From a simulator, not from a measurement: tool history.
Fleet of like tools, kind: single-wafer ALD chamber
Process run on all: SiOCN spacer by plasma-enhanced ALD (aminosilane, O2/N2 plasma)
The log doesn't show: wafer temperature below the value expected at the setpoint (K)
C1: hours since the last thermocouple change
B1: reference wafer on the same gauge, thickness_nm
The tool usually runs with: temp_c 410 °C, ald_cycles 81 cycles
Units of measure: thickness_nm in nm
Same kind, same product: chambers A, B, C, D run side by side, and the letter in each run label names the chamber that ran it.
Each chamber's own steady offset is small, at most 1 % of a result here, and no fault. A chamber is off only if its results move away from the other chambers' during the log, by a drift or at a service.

{"run": "1C", "hour": 3.2, "temp_c": 410, "ald_cycles": 81, "C1": 282.9, "B1": 5.6612, "thickness_nm": 4.7635}
{"run": "2B", "hour": 5.5, "temp_c": 410, "ald_cycles": 81, "C1": 1220.9, "B1": 5.659, "thickness_nm": 4.7657}
{"run": "3A", "hour": 8.4, "temp_c": 410, "ald_cycles": 81, "C1": 426.8, "B1": 5.6593, "thickness_nm": 4.7197}
{"run": "4D", "hour": 12.0, "temp_c": 410, "ald_cycles": 81, "C1": 287.9, "B1": 5.6561, "thickness_nm": 4.6905}
{"run": "5C", "hour": 14.3, "temp_c": 410, "ald_cycles": 81, "C1": 294.0, "B1": 5.6567, "thickness_nm": 4.7532}
{"run": "6A", "hour": 17.1, "temp_c": 410, "ald_cycles": 81, "C1": 435.5, "B1": 5.6555, "thickness_nm": 4.7155}
{"run": "7B", "hour": 21.2, "temp_c": 402, "ald_cycles": 97, "C1": 1236.6, "B1": 5.6555, "thickness_nm": 5.8487}
{"run": "8D", "hour": 23.9, "temp_c": 402, "ald_cycles": 97, "C1": 299.8, "B1": 5.6537, "thickness_nm": 5.7663}
{"run": "9A", "hour": 27.4, "temp_c": 402, "ald_cycles": 97, "C1": 445.8, "B1": 5.6538, "thickness_nm": 5.7823}
{"run": "10D", "hour": 29.4, "temp_c": 402, "ald_cycles": 97, "C1": 305.3, "B1": 5.6519, "thickness_nm": 5.7694}
{"run": "11B", "hour": 31.5, "temp_c": 410, "ald_cycles": 81, "C1": 1246.9, "B1": 5.6525, "thickness_nm": 4.7536}
{"run": "12C", "hour": 33.7, "temp_c": 410, "ald_cycles": 81, "C1": 313.4, "B1": 5.6522, "thickness_nm": 4.7494}
{"run": "13A", "hour": 37.5, "temp_c": 418, "ald_cycles": 81, "C1": 455.9, "B1": 5.6496, "thickness_nm": 4.5908}
{"run": "14B", "hour": 41.0, "temp_c": 418, "ald_cycles": 81, "C1": 1256.4, "B1": 5.649, "thickness_nm": 4.6481}
{"run": "15D", "hour": 44.5, "temp_c": 418, "ald_cycles": 81, "C1": 320.4, "B1": 5.648, "thickness_nm": 4.5794}
{"run": "16C", "hour": 46.5, "temp_c": 418, "ald_cycles": 81, "C1": 326.2, "B1": 5.6482, "thickness_nm": 4.6324}
{"run": "17D", "hour": 49.3, "temp_c": 415, "ald_cycles": 81, "C1": 325.2, "B1": 5.6463, "thickness_nm": 4.6326}
{"hour": 50.7, "done": "chamber B: thermocouple changed; heater temperature recalibrated"}
{"run": "18C", "hour": 51.3, "temp_c": 415, "ald_cycles": 81, "C1": 331.0, "B1": 5.6474, "thickness_nm": 4.673}
{"run": "19A", "hour": 53.2, "temp_c": 415, "ald_cycles": 81, "C1": 471.6, "B1": 5.6459, "thickness_nm": 4.6323}
{"run": "20B", "hour": 56.8, "temp_c": 415, "ald_cycles": 81, "C1": 6.2, "B1": 5.6448, "thickness_nm": 4.6739}
{"run": "21C", "hour": 60.8, "temp_c": 396, "ald_cycles": 97, "C1": 340.5, "B1": 5.6454, "thickness_nm": 5.8562}
{"run": "22B", "hour": 63.3, "temp_c": 396, "ald_cycles": 97, "C1": 12.7, "B1": 5.6442, "thickness_nm": 5.8661}
{"run": "23D", "hour": 65.9, "temp_c": 396, "ald_cycles": 97, "C1": 341.8, "B1": 5.6444, "thickness_nm": 5.7835}
{"run": "24A", "hour": 69.7, "temp_c": 396, "ald_cycles": 97, "C1": 488.1, "B1": 5.6415, "thickness_nm": 5.8243}
{"run": "25D", "hour": 72.4, "temp_c": 410, "ald_cycles": 81, "C1": 348.3, "B1": 5.641, "thickness_nm": 4.697}
{"run": "26B", "hour": 75.4, "temp_c": 410, "ald_cycles": 81, "C1": 24.8, "B1": 5.6386, "thickness_nm": 4.7438}
{"run": "27C", "hour": 79.2, "temp_c": 410, "ald_cycles": 81, "C1": 358.9, "B1": 5.6386, "thickness_nm": 4.727}
{"run": "28A", "hour": 82.1, "temp_c": 410, "ald_cycles": 81, "C1": 500.5, "B1": 5.6392, "thickness_nm": 4.6934}
{"run": "29C", "hour": 86.3, "temp_c": 410, "ald_cycles": 81, "C1": 366.0, "B1": 5.6389, "thickness_nm": 4.7215}
{"run": "30A", "hour": 89.6, "temp_c": 410, "ald_cycles": 81, "C1": 508.0, "B1": 5.6345, "thickness_nm": 4.6963}
{"run": "31D", "hour": 93.5, "temp_c": 410, "ald_cycles": 81, "C1": 369.4, "B1": 5.6337, "thickness_nm": 4.6815}
{"run": "32B", "hour": 96.1, "temp_c": 398, "ald_cycles": 89, "C1": 45.5, "B1": 5.6328, "thickness_nm": 5.3679}
{"run": "33D", "hour": 98.7, "temp_c": 398, "ald_cycles": 89, "C1": 374.6, "B1": 5.6346, "thickness_nm": 5.3111}
{"run": "34C", "hour": 102.6, "temp_c": 398, "ald_cycles": 89, "C1": 382.3, "B1": 5.6324, "thickness_nm": 5.3546}
{"run": "35B", "hour": 105.0, "temp_c": 398, "ald_cycles": 89, "C1": 54.4, "B1": 5.6326, "thickness_nm": 5.3763}
{"run": "36A", "hour": 109.1, "temp_c": 410, "ald_cycles": 81, "C1": 527.5, "B1": 5.6315, "thickness_nm": 4.6934}

Is one chamber out of step, is the gauge drifting, or do the chambers differ by no more than their own small offsets? For an off chamber, give its letter and the likeliest cause.

The gauge drifts, so all chambers seem to drift together. No chamber is off.
Likeliest cause: gauge reads low (%) = 0.521.
